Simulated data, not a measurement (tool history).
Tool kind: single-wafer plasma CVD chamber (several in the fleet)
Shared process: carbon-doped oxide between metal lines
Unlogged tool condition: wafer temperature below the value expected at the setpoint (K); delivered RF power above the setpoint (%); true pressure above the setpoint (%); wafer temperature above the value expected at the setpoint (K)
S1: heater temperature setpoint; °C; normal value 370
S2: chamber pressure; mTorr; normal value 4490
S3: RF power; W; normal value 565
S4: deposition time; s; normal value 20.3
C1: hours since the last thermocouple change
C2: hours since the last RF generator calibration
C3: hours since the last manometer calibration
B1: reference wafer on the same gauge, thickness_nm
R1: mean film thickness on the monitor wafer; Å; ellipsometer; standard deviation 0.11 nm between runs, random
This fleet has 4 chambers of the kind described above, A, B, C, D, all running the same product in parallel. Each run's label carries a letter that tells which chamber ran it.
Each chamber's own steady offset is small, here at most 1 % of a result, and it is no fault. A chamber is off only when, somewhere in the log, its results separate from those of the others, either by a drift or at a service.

run   hour   S1    S2   S3    S4      C1      C2      C3      B1      R1
 1A    8.9  370  4490  565  20.3   145.6   205.9  2233.9     117  1056.1
 2C   16.2  370  4490  565  20.3   230.3   196.7   362.5  116.97  1058.3
 3B   22.6  370  4490  565  20.3  2295.9  1802.9    72.9  116.98  1045.6
 4D   29.9  370  4490  565  20.3   277.4   239.9  1602.7  116.95  1048.1
 5B   35.8  370  4490  565  20.3  2309.1  1816.1    86.1  116.93  1046.4
 6D   41.5  370  4490  565  20.3     289   251.5  1614.3  116.94  1047.2
 7A   46.1  370  4490  565  20.3   182.8   243.1  2271.1  116.91  1055.6
      50.9  -- chamber B: RF generator calibrated
 8C   51.5  370  4490  565  20.3   265.6     232   397.8  116.93  1058.9
 9D   58.3  370  4490  565  20.3   305.8   268.3  1631.1  116.89  1048.8
10B   64.1  370  4490  565  20.3  2337.4    13.2   114.4  116.88  1047.3
11C   70.1  370  4490  565  20.3   284.2   250.6   416.4  116.87  1055.4
        80  -- chamber D: capacitance manometer re-zeroed and calibrated
12A   80.3  370  4490  565  20.3     217   277.3  2305.3  116.87    1053
13B   85.1  381  4490  565  20.3  2358.4    34.2   135.4  116.83  1020.5
14A     92  381  4490  565  20.3   228.7     289    2317  116.85  1030.6
15D  100.3  381  4490  565  20.3   347.8   310.3    20.3  116.85  1022.1
16C  108.3  381  4490  565  20.3   322.4   288.8   454.6  116.78  1031.6
17C  115.1  370  4490  565  20.3   329.2   295.6   461.4   116.8  1055.1
18A    124  370  4490  565  20.3   260.7     321    2349  116.77  1054.4
19B  130.6  370  4490  565  20.3  2403.9    79.7   180.9  116.78  1044.7
20D  137.3  370  4490  565  20.3   384.8   347.3    57.3  116.74    1048
21D  143.8  370  4490  625  20.3   391.3   353.8    63.8  116.75  1115.8
22B  150.3  370  4490  625  20.3  2423.6    99.4   200.6  116.71  1111.2
23C  156.4  370  4490  625  20.3   370.5   336.9   502.7  116.74  1122.9
24A  166.5  370  4490  625  20.3   303.2   363.5  2391.5  116.72  1119.2
25C  176.6  370  4490  565  20.3   390.7   357.1   522.9  116.65  1055.3
26A  183.8  370  4490  565  20.3   320.5   380.8  2408.8   116.7  1054.2
27D  193.6  370  4490  565  20.3   441.1   403.6   113.6  116.67  1047.5
28B  199.7  370  4490  565  20.3    2473   148.8     250  116.65  1043.5
29D  204.7  370  4490  565  20.3   452.2   414.7   124.7  116.63  1047.2
30B  212.9  370  4490  565  20.3  2486.2     162   263.2  116.66  1042.8
31C  219.7  370  4490  565  20.3   433.8   400.2     566  116.63  1056.4
32A  226.2  370  4490  565  20.3   362.9   423.2  2451.2  116.59  1053.7
33A  236.5  370  4490  565  20.3   373.2   433.5  2461.5  116.56  1050.9
34C  244.2  370  4490  565  20.3   458.3   424.7   590.5  116.59  1053.8
35D  253.1  370  4490  565  20.3   500.6   463.1   173.1  116.58  1044.5
36B  258.7  370  4490  460  23.7    2532   207.8     309  116.56  1064.3
37D  268.7  370  4490  460  23.7   516.2   478.7   188.7  116.55  1065.9
38C  274.8  370  4490  460  23.7   488.9   455.3   621.1   116.5  1078.8
39A  282.3  370  4490  460  23.7     419   479.3  2507.3  116.52  1074.1

All chambers now run identical settings, listed one chamber a line with results as question marks. What results will each chamber show?
40A  289.9  370  4490  565  20.3                   ?
40B  289.9  370  4490  565  20.3                   ?
40C  289.9  370  4490  565  20.3                   ?
40D  289.9  370  4490  565  20.3                   ?

run      R1
40A    1052
40B  1041.9
40C  1054.7
40D  1045.6

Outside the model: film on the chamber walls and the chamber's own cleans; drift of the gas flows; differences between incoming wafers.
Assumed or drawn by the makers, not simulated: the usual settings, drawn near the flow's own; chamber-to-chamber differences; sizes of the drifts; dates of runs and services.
